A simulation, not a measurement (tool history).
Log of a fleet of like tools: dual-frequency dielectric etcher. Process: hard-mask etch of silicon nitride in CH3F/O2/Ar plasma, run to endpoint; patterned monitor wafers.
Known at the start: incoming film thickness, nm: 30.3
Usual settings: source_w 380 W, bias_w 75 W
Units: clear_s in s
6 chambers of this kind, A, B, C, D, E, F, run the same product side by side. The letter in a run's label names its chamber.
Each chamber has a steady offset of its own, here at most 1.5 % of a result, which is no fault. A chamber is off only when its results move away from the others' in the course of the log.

run,hour,source_w,bias_w,hours since the last wet clean,hours since the last source power generator calibration,hours since the last bias power generator calibration,clear_s
1F,4.2,380,75,214.1,4542.0,2518.4,43.923
2A,9.3,380,75,113.1,523.5,3325.5,44.834
3C,15.0,380,75,208.1,299.8,2542.8,43.973
4D,21.3,380,75,129.7,1010.8,1582.4,43.542
5E,27.6,380,75,257.3,1011.8,752.7,44.175
6B,31.7,380,75,441.6,1700.9,772.4,43.779
7A,35.2,380,61,139.0,549.4,3351.4,47.788
8D,38.7,380,61,147.1,1028.2,1599.8,46.605
9F,45.2,380,61,255.1,4583.0,2559.4,47.108
10B,50.5,380,61,460.4,1719.7,791.2,46.999
11E,54.8,380,61,284.5,1039.0,779.9,47.047
12C,57.9,380,61,251.0,342.7,2585.7,47.280
13D,64.0,350,75,172.4,1053.5,1625.1,45.001
14A,69.2,350,75,173.0,583.4,3385.4,45.772
15E,73.5,350,75,303.2,1057.7,798.6,45.680
16B,79.4,350,75,489.3,1748.6,820.1,45.365
# hour 80.1: chamber F: source power generator calibrated
17C,82.6,350,75,275.7,367.4,2610.4,45.237
18F,87.0,350,75,296.9,6.9,2601.2,45.305
19A,92.8,380,75,196.6,607.0,3409.0,44.289
20D,97.2,380,75,205.6,1086.7,1658.3,43.551
21E,101.3,380,75,331.0,1085.5,826.4,44.144
22C,106.9,380,75,300.0,391.7,2634.7,43.995
23F,111.7,380,61,321.6,31.6,2625.9,47.227
24B,115.3,380,61,525.2,1784.5,856.0,46.845
25A,118.4,380,61,222.2,632.6,3434.6,48.046
26D,122.9,380,61,231.3,1112.4,1684.0,46.208
# hour 124.5: chamber E: wet clean of the chamber
27C,129.1,380,61,322.2,413.9,2656.9,47.529
28F,133.7,380,61,343.6,53.6,2647.9,46.890
# hour 134.9: chamber B: wet clean of the chamber
29B,139.6,380,75,4.7,1808.8,880.3,44.169
30E,144.9,380,75,20.5,1129.1,870.0,45.816
31B,148.3,380,75,13.4,1817.5,889.0,43.767
32C,154.5,430,75,347.6,439.3,2682.3,42.102
33F,158.7,430,75,368.6,78.6,2672.9,41.907
34E,163.4,430,75,39.0,1147.6,888.5,43.822
35D,168.6,430,75,277.0,1158.1,1729.7,41.613
36A,173.7,430,75,277.5,687.9,3489.9,42.562
37F,179.9,430,75,389.8,99.8,2694.1,42.003
38D,186.0,380,75,294.4,1175.5,1747.1,43.541
39C,192.3,380,75,385.4,477.1,2720.1,44.241
40A,197.1,380,75,300.9,711.3,3513.3,44.362
41E,203.3,380,75,78.9,1187.5,928.4,45.901
42B,207.6,380,75,72.7,1876.8,948.3,43.604
43A,210.5,380,75,314.3,724.7,3526.7,44.908
44C,216.5,380,75,409.6,501.3,2744.3,43.878

All 6 chambers run these settings next. Forecast each chamber's results:
45A,221.1,380,75,,,,?
45B,221.1,380,75,,,,?
45C,221.1,380,75,,,,?
45D,221.1,380,75,,,,?
45E,221.1,380,75,,,,?
45F,221.1,380,75,,,,?

run,clear_s
45A,44.769
45B,44.338
45C,44.359
45D,43.249
45E,46.167
45F,44.330
